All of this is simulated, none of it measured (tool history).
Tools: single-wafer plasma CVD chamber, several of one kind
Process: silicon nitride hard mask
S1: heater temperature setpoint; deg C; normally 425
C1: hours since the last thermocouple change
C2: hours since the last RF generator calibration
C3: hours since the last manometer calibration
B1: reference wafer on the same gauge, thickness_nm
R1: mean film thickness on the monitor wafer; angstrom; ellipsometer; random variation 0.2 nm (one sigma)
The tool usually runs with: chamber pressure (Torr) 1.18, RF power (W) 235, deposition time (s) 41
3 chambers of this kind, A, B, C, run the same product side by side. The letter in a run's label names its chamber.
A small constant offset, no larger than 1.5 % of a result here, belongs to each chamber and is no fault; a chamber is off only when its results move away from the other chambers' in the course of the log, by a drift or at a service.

run 1A hour=3.7 | S1=425 chamber_pressure_(Torr)=1.18 RF_power_(W)=235 deposition_time_(s)=41 | C1=708.8 C2=1138.2 C3=667.6 | B1=30.121 | R1=356.13
run 2C hour=8.7 | S1=425 chamber_pressure_(Torr)=1.18 RF_power_(W)=235 deposition_time_(s)=41 | C1=143.4 C2=752.1 C3=1490.9 | B1=30.129 | R1=357.82
run 3B hour=12.1 | S1=425 chamber_pressure_(Torr)=1.18 RF_power_(W)=235 deposition_time_(s)=41 | C1=1989.6 C2=1259.5 C3=2108.3 | B1=30.088 | R1=358.1
run 4B hour=15.3 | S1=425 chamber_pressure_(Torr)=1.18 RF_power_(W)=235 deposition_time_(s)=41 | C1=1992.8 C2=1262.7 C3=2111.5 | B1=30.065 | R1=361.15
run 5A hour=19.4 | S1=425 chamber_pressure_(Torr)=1.18 RF_power_(W)=235 deposition_time_(s)=41 | C1=724.5 C2=1153.9 C3=683.3 | B1=30.08 | R1=356.02
run 6C hour=23.8 | S1=425 chamber_pressure_(Torr)=1.18 RF_power_(W)=235 deposition_time_(s)=41 | C1=158.5 C2=767.2 C3=1506 | B1=30.098 | R1=359.32
run 7B hour=26.4 | S1=425 chamber_pressure_(Torr)=1.18 RF_power_(W)=235 deposition_time_(s)=41 | C1=2003.9 C2=1273.8 C3=2122.6 | B1=30.105 | R1=360.53
run 8C hour=30.7 | S1=425 chamber_pressure_(Torr)=1.18 RF_power_(W)=235 deposition_time_(s)=41 | C1=165.4 C2=774.1 C3=1512.9 | B1=30.116 | R1=358.17
run 9A hour=34.7 | S1=425 chamber_pressure_(Torr)=1.18 RF_power_(W)=235 deposition_time_(s)=41 | C1=739.8 C2=1169.2 C3=698.6 | B1=30.121 | R1=353.32
run 10A hour=39.3 | S1=425 chamber_pressure_(Torr)=1.18 RF_power_(W)=235 deposition_time_(s)=34.1 | C1=744.4 C2=1173.8 C3=703.2 | B1=30.121 | R1=295.21
run 11B hour=43.5 | S1=425 chamber_pressure_(Torr)=1.18 RF_power_(W)=235 deposition_time_(s)=34.1 | C1=2021 C2=1290.9 C3=2139.7 | B1=30.073 | R1=294.49
run 12C hour=47.3 | S1=425 chamber_pressure_(Torr)=1.18 RF_power_(W)=235 deposition_time_(s)=34.1 | C1=182 C2=790.7 C3=1529.5 | B1=30.113 | R1=295.09
run 13A hour=50.2 | S1=425 chamber_pressure_(Torr)=1.18 RF_power_(W)=235 deposition_time_(s)=41 | C1=755.3 C2=1184.7 C3=714.1 | B1=30.104 | R1=355.52
run 14C hour=54.4 | S1=425 chamber_pressure_(Torr)=1.18 RF_power_(W)=235 deposition_time_(s)=41 | C1=189.1 C2=797.8 C3=1536.6 | B1=30.145 | R1=362.97
run 15B hour=59.4 | S1=425 chamber_pressure_(Torr)=1.18 RF_power_(W)=235 deposition_time_(s)=41 | C1=2036.9 C2=1306.8 C3=2155.6 | B1=30.088 | R1=346.86
run 16A hour=62.7 | S1=425 chamber_pressure_(Torr)=1.18 RF_power_(W)=235 deposition_time_(s)=41 | C1=767.8 C2=1197.2 C3=726.6 | B1=30.058 | R1=358.14
run 17C hour=65.1 | S1=425 chamber_pressure_(Torr)=1.18 RF_power_(W)=235 deposition_time_(s)=41 | C1=199.8 C2=808.5 C3=1547.3 | B1=30.094 | R1=358.78
run 18B hour=68.4 | S1=431 chamber_pressure_(Torr)=1.18 RF_power_(W)=235 deposition_time_(s)=41 | C1=2045.9 C2=1315.8 C3=2164.6 | B1=30.099 | R1=340.37
run 19C hour=73.2 | S1=431 chamber_pressure_(Torr)=1.18 RF_power_(W)=235 deposition_time_(s)=41 | C1=207.9 C2=816.6 C3=1555.4 | B1=30.102 | R1=361.76
run 20B hour=77 | S1=431 chamber_pressure_(Torr)=1.18 RF_power_(W)=235 deposition_time_(s)=41 | C1=2054.5 C2=1324.4 C3=2173.2 | B1=30.117 | R1=340.69

All 3 chambers run these settings next. Forecast each chamber's results:
run 21A hour=80.8 | S1=425 chamber_pressure_(Torr)=1.18 RF_power_(W)=235 deposition_time_(s)=41 | R1=?
run 21B hour=80.8 | S1=425 chamber_pressure_(Torr)=1.18 RF_power_(W)=235 deposition_time_(s)=41 | R1=?
run 21C hour=80.8 | S1=425 chamber_pressure_(Torr)=1.18 RF_power_(W)=235 deposition_time_(s)=41 | R1=?

run=21A R1=356.51
run=21B R1=339.78
run=21C R1=359.39
